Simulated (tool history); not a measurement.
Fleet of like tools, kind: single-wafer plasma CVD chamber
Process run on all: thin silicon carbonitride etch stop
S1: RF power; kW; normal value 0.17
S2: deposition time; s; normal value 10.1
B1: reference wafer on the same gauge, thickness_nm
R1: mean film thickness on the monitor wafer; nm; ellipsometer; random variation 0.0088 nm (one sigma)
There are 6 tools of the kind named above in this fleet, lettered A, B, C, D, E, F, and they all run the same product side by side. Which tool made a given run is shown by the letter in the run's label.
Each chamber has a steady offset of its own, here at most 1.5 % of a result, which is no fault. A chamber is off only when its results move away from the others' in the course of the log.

run,hour,S1,S2,B1,R1
1F,12.9,0.17,10.1,5.26,5.5608
2B,25,0.17,10.1,5.2586,5.479
3A,40.7,0.17,10.1,5.2559,5.4171
4E,54.7,0.17,10.1,5.256,5.4832
5C,63,0.17,10.1,5.2561,5.4775
6D,72.5,0.17,10.1,5.2543,5.4837
7E,84.4,0.195,10.1,5.2529,5.7264
8C,98.4,0.195,10.1,5.2527,5.7232
9D,107.2,0.195,10.1,5.2543,5.7062
10F,123.5,0.195,10.1,5.2521,5.7633
11A,139.5,0.195,10.1,5.251,5.6406
12B,150.3,0.195,10.1,5.2485,5.6988
13B,163.2,0.17,10.1,5.2497,5.4747
14F,171.8,0.17,10.1,5.2469,5.5337
15C,186.1,0.17,12,5.2485,6.5044
16D,199.3,0.17,12,5.2467,6.49
17A,213.7,0.17,12,5.2427,6.423
18E,227.9,0.17,12,5.2437,6.5089
19D,241.8,0.17,12,5.243,6.4884
20F,257.4,0.17,12,5.2415,6.5699
21B,268.2,0.17,10.1,5.242,5.464
22E,283.9,0.17,10.1,5.2401,5.4858
23C,297.3,0.17,10.1,5.239,5.4732
24A,304.5,0.17,10.1,5.2375,5.3913
25C,319,0.17,10.1,5.2371,5.4758
26E,329.4,0.17,10.1,5.2372,5.4719
27A,345.1,0.17,10.1,5.2356,5.4117
28F,353.2,0.17,10.1,5.2342,5.5166
29D,363.8,0.17,10.1,5.2359,5.4544
30B,371.2,0.17,10.1,5.2332,5.4545
# hour 376.9: chamber B: thermocouple changed; heater temperature recalibrated
31D,384.8,0.17,10.1,5.2349,5.4354
32E,398,0.17,10.1,5.2304,5.463
# hour 400.6: chamber F: thermocouple changed; heater temperature recalibrated
33B,408.4,0.17,10.1,5.2312,5.4567
34A,416.4,0.17,10.1,5.2312,5.3964
# hour 416.9: chamber E: RF generator calibrated
35C,424.4,0.17,10.1,5.2301,5.4654
36F,431.9,0.17,10.1,5.2281,5.5102
37D,442,0.19,11.3,5.2307,6.3097
# hour 445.2: chamber E: thermocouple changed; heater temperature recalibrated
38E,457.3,0.19,11.3,5.2291,6.3178
39A,471.7,0.19,11.3,5.2262,6.2367
40F,479.3,0.19,11.3,5.2267,6.3742

Is one chamber out of step, is the gauge drifting, or do the chambers differ by no more than their own small offsets? For an off chamber, give its letter and the likeliest cause.

The shared gauge is drifting. All chambers look as if they move in step, but none is off.
Likeliest cause: gauge reads low (%) = 0.659.
